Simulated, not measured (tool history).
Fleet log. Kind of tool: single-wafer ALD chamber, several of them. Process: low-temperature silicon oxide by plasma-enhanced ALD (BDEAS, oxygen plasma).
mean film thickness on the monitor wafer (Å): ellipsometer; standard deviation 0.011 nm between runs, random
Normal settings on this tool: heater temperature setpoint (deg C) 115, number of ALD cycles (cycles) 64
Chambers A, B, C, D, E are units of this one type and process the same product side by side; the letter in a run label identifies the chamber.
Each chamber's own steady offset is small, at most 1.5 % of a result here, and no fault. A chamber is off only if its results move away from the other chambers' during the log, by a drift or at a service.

| run | day | heater temperature setpoint (deg C) | number of ALD cycles (cycles) | hours since the last thermocouple change | read-back reference wafer on the same gauge, thickness_nm | mean film thickness on the monitor wafer (Å) |
|---|---|---|---|---|---|---|
| 1D | 0.308 | 115 | 64 | 1842.6 | 7.9589 | 89.884 |
| 2A | 0.45 | 115 | 64 | 897.7 | 7.9563 | 88.285 |
| 3C | 0.738 | 115 | 64 | 2954.5 | 7.9532 | 89.467 |
| 4E | 0.921 | 115 | 64 | 1392.9 | 7.956 | 89.158 |
| 5B | 1.204 | 115 | 64 | 1267 | 7.9497 | 89.215 |
| 6E | 1.4 | 115 | 64 | 1404.4 | 7.9524 | 89.13 |
|  | 1.583 | chamber D: thermocouple changed; heater temperature recalibrated |
| 7C | 1.683 | 115 | 64 | 2977.2 | 7.9515 | 89.469 |
| 8B | 1.871 | 115 | 76 | 1283 | 7.9487 | 105.81 |
| 9A | 2.062 | 115 | 76 | 936.4 | 7.9488 | 104.71 |
| 10D | 2.267 | 115 | 76 | 16.4 | 7.9474 | 106.91 |
| 11A | 2.496 | 115 | 76 | 946.8 | 7.9482 | 104.95 |
| 12B | 2.7 | 115 | 76 | 1302.9 | 7.9449 | 105.48 |
| 13E | 2.867 | 115 | 56 | 1439.6 | 7.9436 | 77.98 |
| 14C | 3.071 | 115 | 56 | 3010.5 | 7.9435 | 78.171 |
| 15D | 3.379 | 115 | 56 | 43.1 | 7.9402 | 78.643 |
| 16B | 3.521 | 115 | 56 | 1322.6 | 7.9401 | 77.698 |
| 17E | 3.775 | 115 | 56 | 1461.4 | 7.9391 | 77.726 |
| 18C | 4.008 | 121 | 71 | 3033 | 7.9392 | 97.993 |
| 19D | 4.229 | 121 | 71 | 63.5 | 7.9357 | 98.633 |
| 20A | 4.371 | 121 | 71 | 991.8 | 7.9344 | 96.732 |
| 21A | 4.558 | 121 | 71 | 996.3 | 7.9319 | 96.667 |
| 22D | 4.758 | 121 | 71 | 76.2 | 7.9352 | 98.638 |
| 23B | 5.038 | 115 | 64 | 1359 | 7.9305 | 88.796 |
| 24E | 5.238 | 115 | 64 | 1496.5 | 7.9289 | 88.955 |
| 25C | 5.471 | 115 | 64 | 3068.1 | 7.9283 | 89.319 |
| 26C | 5.7 | 115 | 64 | 3073.6 | 7.9264 | 89.289 |
| 27E | 5.942 | 115 | 64 | 1513.4 | 7.9248 | 88.842 |
| 28A | 6.25 | 115 | 64 | 1036.9 | 7.9227 | 88.011 |
| 29B | 6.404 | 124 | 57 | 1391.8 | 7.9206 | 77.873 |
| 30D | 6.592 | 124 | 57 | 120.2 | 7.9238 | 78.764 |
| 31D | 6.825 | 124 | 57 | 125.8 | 7.9188 | 78.496 |

Is one chamber off against the others, does the gauge drift, or is nothing wrong? If a chamber is off, say which, and what the likeliest cause is.

Every chamber seems to shift together because the gauge that measures them all drifts; the chambers themselves are fine.
Most likely cause: gauge reads low (%) = 0.512.
